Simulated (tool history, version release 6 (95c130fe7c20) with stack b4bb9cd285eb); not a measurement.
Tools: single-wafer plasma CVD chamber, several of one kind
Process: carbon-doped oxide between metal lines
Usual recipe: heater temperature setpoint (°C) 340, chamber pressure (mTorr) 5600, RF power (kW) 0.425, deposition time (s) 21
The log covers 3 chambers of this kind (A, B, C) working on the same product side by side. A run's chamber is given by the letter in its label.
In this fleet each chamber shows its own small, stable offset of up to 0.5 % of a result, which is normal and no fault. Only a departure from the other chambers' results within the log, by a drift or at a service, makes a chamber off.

run,hour,heater temperature setpoint (°C),chamber pressure (mTorr),RF power (kW),deposition time (s),"read-back reference wafer on the same gauge, thickness_nm",mean film thickness on the monitor wafer (nm)
1A,9.5,340,5600,0.425,21,92.009,101.41
2B,17.4,340,5600,0.425,21,92.048,101.21
# hour 19.5: chamber B: capacitance manometer re-zeroed and calibrated
3C,23.2,340,5600,0.425,21,92.058,100.78
4B,28.4,340,5600,0.425,21,92.070,101.60
5A,38.1,340,5600,0.425,21,92.095,101.46
# hour 40.7: chamber C: capacitance manometer re-zeroed and calibrated
6C,45.5,340,5600,0.425,21,92.092,100.90
7B,52.1,354,5600,0.485,21,92.142,106.96
8A,59.7,354,5600,0.485,21,92.154,106.80
9C,67.6,354,5600,0.485,21,92.167,106.17
10A,72.6,340,5600,0.425,21,92.164,101.58
11C,81.9,340,5600,0.425,21,92.218,101.05
12B,86.4,340,5600,0.425,21,92.206,101.29
13B,95.8,340,5600,0.425,21,92.217,101.75
14C,100.9,340,5600,0.425,21,92.267,100.87
15A,107.0,340,5600,0.425,21,92.260,101.65
16A,116.4,340,5600,0.425,21,92.281,101.73
17B,124.1,340,6500,0.425,21,92.306,103.33
18C,131.8,340,6500,0.425,21,92.291,102.57
# hour 132.2: chamber A: RF generator calibrated
19B,141.0,340,6500,0.425,21,92.355,103.32
20A,145.5,340,5600,0.425,21,92.350,101.70
21C,154.1,340,5600,0.425,21,92.374,101.09
22C,162.5,340,5600,0.425,21,92.388,101.37
23A,170.4,340,5600,0.425,21,92.434,101.88
24B,177.1,340,5600,0.425,21,92.438,101.78
25C,181.8,340,5600,0.425,21,92.459,101.45

Is one chamber off against the others, does the gauge drift, or is nothing wrong? If a chamber is off, say which, and what the likeliest cause is.

Gauge drift. The chambers move together only on paper, and none stands off.
Likeliest cause: gauge reads high (%) = 0.502.
